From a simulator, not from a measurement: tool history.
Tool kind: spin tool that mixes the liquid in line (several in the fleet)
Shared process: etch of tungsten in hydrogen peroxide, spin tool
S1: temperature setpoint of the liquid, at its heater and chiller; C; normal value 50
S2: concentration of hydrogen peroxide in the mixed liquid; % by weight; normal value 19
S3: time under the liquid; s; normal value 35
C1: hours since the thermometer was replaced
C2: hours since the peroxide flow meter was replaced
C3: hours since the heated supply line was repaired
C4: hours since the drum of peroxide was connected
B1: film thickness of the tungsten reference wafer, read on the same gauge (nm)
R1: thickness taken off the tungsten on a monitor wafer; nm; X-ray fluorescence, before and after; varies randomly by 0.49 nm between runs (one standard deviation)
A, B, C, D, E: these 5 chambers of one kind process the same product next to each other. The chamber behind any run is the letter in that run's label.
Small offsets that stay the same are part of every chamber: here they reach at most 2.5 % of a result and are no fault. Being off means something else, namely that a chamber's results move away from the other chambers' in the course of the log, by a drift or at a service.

run	hour	S1	S2	S3	C1	C2	C3	C4	B1	R1
1A	3.9	50	19	35	64	831.3	1388.1	708.5	119.98	54.5
2C	12.6	50	19	35	1085.9	1937.7	2732.5	311.3	120.01	54.786
3D	18.5	50	19	35	1403.7	684	423.1	884.2	120.01	54.417
4B	22.6	50	19	35	460.9	1477.4	44.8	518.2	120	55.115
5E	27.6	50	19	35	1168.5	104.6	790.1	911.3	119.99	52.703
# hour 28.3: chamber C: new drum of peroxide connected
6C	34.2	50	19	35	1107.5	1959.3	2754.1	6	119.98	54.537
7D	41.9	50	19	35	1427.1	707.4	446.5	907.6	119.99	54.491
8A	47.1	56.5	19	55	107.2	874.5	1431.3	751.7	120.02	126.19
9B	53.2	56.5	19	55	491.5	1508	75.4	548.8	120	128.34
10E	60.9	56.5	19	55	1201.8	137.9	823.4	944.6	120	124.59
11B	67.7	56.5	19	55	506	1522.5	89.9	563.3	119.98	127.78
12E	76.1	56.5	19	55	1217	153.1	838.6	959.8	120.02	123.57
13C	82.5	50	19	35	1155.8	2007.6	2802.4	54.3	120.01	54.453
# hour 85.9: chamber B: peroxide flow meter replaced
14A	88.4	50	19	35	148.5	915.8	1472.6	793	120	54.557
15D	94.4	50	19	35	1479.6	759.9	499	960.1	119.99	55.196
16E	98.6	50	19	35	1239.5	175.6	861.1	982.3	119.98	53.684
17C	104.9	50	19	35	1178.2	2030	2824.8	76.7	120.02	54.156
18B	111.9	50	19	50	550.2	26.1	134.1	607.5	119.99	81.418
19A	116.9	50	19	50	177	944.3	1501.1	821.5	120	78.279
20D	123.6	50	19	50	1508.8	789.1	528.2	989.3	119.98	79.098
21A	130.6	50	19	50	190.7	958	1514.8	835.2	119.99	78.252
22B	138.3	50	19	50	576.6	52.5	160.5	633.9	120.01	83.653
# hour 139: chamber B: new drum of peroxide connected
23E	144.6	50	19	35	1285.5	221.6	907.1	1028.3	119.99	53.755
24C	150.9	50	19	35	1224.2	2076	2870.8	122.7	119.99	53.628
# hour 156.5: chamber C: thermometer replaced
25D	157.1	50	19	35	1542.3	822.6	561.7	1022.8	120	55.373
26C	165.5	50	19	35	9.1	2090.6	2885.4	137.3	120.02	54.481
27D	169.6	50	19	35	1554.8	835.1	574.2	1035.3	119.99	54.559
28A	176.8	58	15	35	236.9	1004.2	1561	881.4	119.98	76.809
29B	183.8	58	15	35	622.1	98	206	44.8	120.01	88.132
# hour 188.5: chamber A: new drum of peroxide connected
30E	188.5	58	15	35	1329.4	265.5	951	1072.2	120	77.016
31A	193.8	58	15	35	253.9	1021.2	1578	5.4	119.96	78.683
32C	202.5	58	15	35	46.1	2127.6	2922.4	174.3	120.02	78.147
33D	210.3	50	19	35	1595.5	875.8	614.9	1076	120.01	54.735

Read the log: is a single chamber off, either drifting away or since a service, is the gauge that measures every chamber drifting, or is nothing wrong beyond small per-chamber offsets? Name any odd chamber and what most likely caused it.

Chamber B drifts away from the others.
Cause: liquid hotter than its thermometer reads (K) = 1.97.

Which of the 4 candidates below, each the usual settings with something changed and its results left as question marks, puts chamber B back in line with what the other chambers give on the usual settings?
In-line tolerance around the mean of the other chambers on the usual settings: R1 1.7 nm
34B-1	216.6	52	19.5	35						?
34B-2	216.6	50	19	30						?
34B-3	216.6	49	19	35						?
34B-4	216.6	51	19	35						?

Mean of the other chambers on the usual settings: R1 54.329 nm
run	R1
34B-1	72.116
34B-2	54.062
34B-3	59.329
34B-4	67.025
It is 34B-2 that realigns the chamber with its peers.

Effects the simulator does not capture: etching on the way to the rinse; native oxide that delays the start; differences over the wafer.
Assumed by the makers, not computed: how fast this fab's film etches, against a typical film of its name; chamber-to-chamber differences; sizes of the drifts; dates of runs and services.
